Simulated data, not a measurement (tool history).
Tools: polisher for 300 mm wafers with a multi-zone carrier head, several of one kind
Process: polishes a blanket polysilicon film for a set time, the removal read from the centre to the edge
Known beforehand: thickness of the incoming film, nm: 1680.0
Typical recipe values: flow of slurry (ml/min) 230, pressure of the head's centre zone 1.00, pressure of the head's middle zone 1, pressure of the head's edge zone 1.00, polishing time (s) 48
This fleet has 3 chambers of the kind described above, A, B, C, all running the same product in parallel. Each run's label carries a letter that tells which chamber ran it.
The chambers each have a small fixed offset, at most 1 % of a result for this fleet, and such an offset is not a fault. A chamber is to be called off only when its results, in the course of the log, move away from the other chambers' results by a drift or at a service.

run,hour,flow of slurry (ml/min),pressure of the head's centre zone,pressure of the head's middle zone,pressure of the head's edge zone,polishing time (s),wafers polished on this pad,hours since the slurry nozzle was cleaned,hours since the centre zone pressure was calibrated,hours since the edge zone pressure was calibrated,film removed at the wafer's centre (nm),film removed at mid-radius (nm),film removed at the wafer's edge (nm)
1C,7.9,230,1.00,1,1.00,48,765,142.9,372.4,233.6,202.74,202.51,202.11
2B,14.3,230,1.00,1,1.00,48,837,108.6,953.3,170.3,199.66,203.62,201.28
3A,21.6,230,1.00,1,1.00,48,640,792.1,23.1,538.3,202.10,199.73,201.53
4A,31.8,230,1.00,1,1.00,48,785,802.3,33.3,548.5,202.87,199.22,201.15
# hour 36.0: chamber C: worn pad replaced by a new one
5B,38.3,230,1.00,1,1.00,48,1177,132.6,977.3,194.3,200.29,197.72,201.63
6C,45.4,230,1.00,1,1.00,48,133,180.4,409.9,271.1,202.59,205.29,204.65
# hour 49.9: chamber A: worn pad replaced by a new one
7A,54.6,230,1.00,1,1.00,48,67,825.1,56.1,571.3,202.86,200.55,196.86
8B,61.9,230,1.00,1,1.00,48,1511,156.2,1000.9,217.9,202.26,205.62,201.35
9C,69.1,230,1.00,1,1.00,48,469,204.1,433.6,294.8,202.46,200.41,198.28
# hour 70.7: chamber A: slurry nozzle cleaned
10B,75.6,230,1.00,1,1.00,48,1705,169.9,1014.6,231.6,198.83,199.52,199.83
11A,84.1,230,1.00,1,1.00,48,485,13.5,85.6,600.8,204.91,202.25,195.26
# hour 91.8: chamber C: slurry nozzle cleaned
12C,92.5,230,1.00,1,1.00,48,800,0.7,457.0,318.2,201.41,203.75,206.21
13C,102.8,230,1.00,1,1.00,48,946,11.0,467.3,328.5,200.69,203.82,203.75
# hour 104.2: chamber C: worn pad replaced by a new one
14A,110.4,230,1.07,1,1.11,48,857,39.8,111.9,627.1,220.90,197.42,214.34
# hour 120.1: chamber A: worn pad replaced by a new one
15B,120.7,230,1.07,1,1.11,48,2344,215.0,1059.7,276.7,212.43,199.60,208.50
16C,130.4,230,1.07,1,1.11,48,371,38.6,494.9,356.1,217.57,204.16,211.98
17B,143.3,230,1.00,1,1.00,48,2664,237.6,1082.3,299.3,197.00,195.45,195.68
18A,153.8,230,1.00,1,1.00,48,477,83.2,155.3,670.5,199.53,201.21,201.90
19B,164.3,230,1.00,1,1.00,48,2961,258.6,1103.3,320.3,196.87,195.28,197.00
# hour 172.4: chamber C: worn pad replaced by a new one
20A,172.7,230,1.00,1,1.00,48,745,102.1,174.2,689.4,203.06,200.38,203.06
21C,182.1,230,1.00,1,1.00,48,138,90.3,546.6,407.8,202.39,200.20,199.37
# hour 187.7: chamber A: worn pad replaced by a new one
22A,189.5,230,1.00,1,1.00,48,26,118.9,191.0,706.2,203.75,199.71,202.35
# hour 201.0: chamber B: centre zone pressure recalibrated
23C,201.6,230,1.00,1,1.00,48,414,109.8,566.1,427.3,202.61,205.45,198.45
24B,210.1,230,0.91,1,1.00,60,3610,304.4,9.1,366.1,221.13,241.49,244.02
25B,216.1,230,0.91,1,1.00,60,3695,310.4,15.1,372.1,218.99,243.07,247.37
26C,222.3,230,0.91,1,1.00,60,707,130.5,586.8,448.0,229.13,252.74,244.01
27A,234.4,230,1.00,1,1.00,48,662,163.8,235.9,751.1,205.01,201.61,200.76
28B,243.8,230,1.00,1,1.00,48,4087,338.1,42.8,399.8,195.99,192.69,194.90
# hour 246.2: chamber C: worn pad replaced by a new one
29C,257.0,230,1.00,1,1.00,48,154,165.2,621.5,482.7,200.95,202.82,199.57
# hour 258.9: chamber A: worn pad replaced by a new one
30A,265.6,230,1.00,1,1.00,48,95,195.0,267.1,782.3,204.64,200.51,198.34
31A,274.9,230,1.00,1,1.00,48,226,204.3,276.4,791.6,203.55,199.53,200.87
32C,284.9,305,1.00,1,1.00,48,549,193.1,649.4,510.6,210.31,210.55,203.68
33B,294.9,305,1.00,1,1.00,48,4811,389.2,93.9,450.9,202.80,197.90,194.52
34C,301.2,305,1.00,1,1.00,48,779,209.4,665.7,526.9,205.90,209.10,206.10
# hour 307.1: chamber C: slurry nozzle cleaned
35B,313.7,230,1.00,1,1.00,48,5077,408.0,112.7,469.7,189.93,193.38,192.28
# hour 314.0: chamber C: centre zone pressure recalibrated
# hour 317.6: chamber C: worn pad replaced by a new one
36A,322.9,230,1.00,1,1.00,48,906,252.3,324.4,839.6,203.86,204.15,204.29
37C,335.1,230,1.00,1,1.00,48,249,28.1,21.2,560.8,204.01,202.02,204.41
# hour 342.8: chamber A: worn pad replaced by a new one
38A,347.4,230,1.00,1,1.00,48,65,276.8,348.9,864.1,199.69,202.82,198.70
39B,355.7,230,1.00,1,1.00,48,5672,450.0,154.7,511.7,190.46,190.44,195.72

For the next run the whole fleet of 3 chambers uses the same settings. Give each chamber's results:
40A,365.1,230,1.00,1,1.00,48,,,,,?,?,?
40B,365.1,230,1.00,1,1.00,48,,,,,?,?,?
40C,365.1,230,1.00,1,1.00,48,,,,,?,?,?

run,film removed at the wafer's centre (nm),film removed at mid-radius (nm),film removed at the wafer's edge (nm)
40A,202.57,200.12,205.69
40B,192.32,190.19,190.37
40C,203.11,204.13,203.53

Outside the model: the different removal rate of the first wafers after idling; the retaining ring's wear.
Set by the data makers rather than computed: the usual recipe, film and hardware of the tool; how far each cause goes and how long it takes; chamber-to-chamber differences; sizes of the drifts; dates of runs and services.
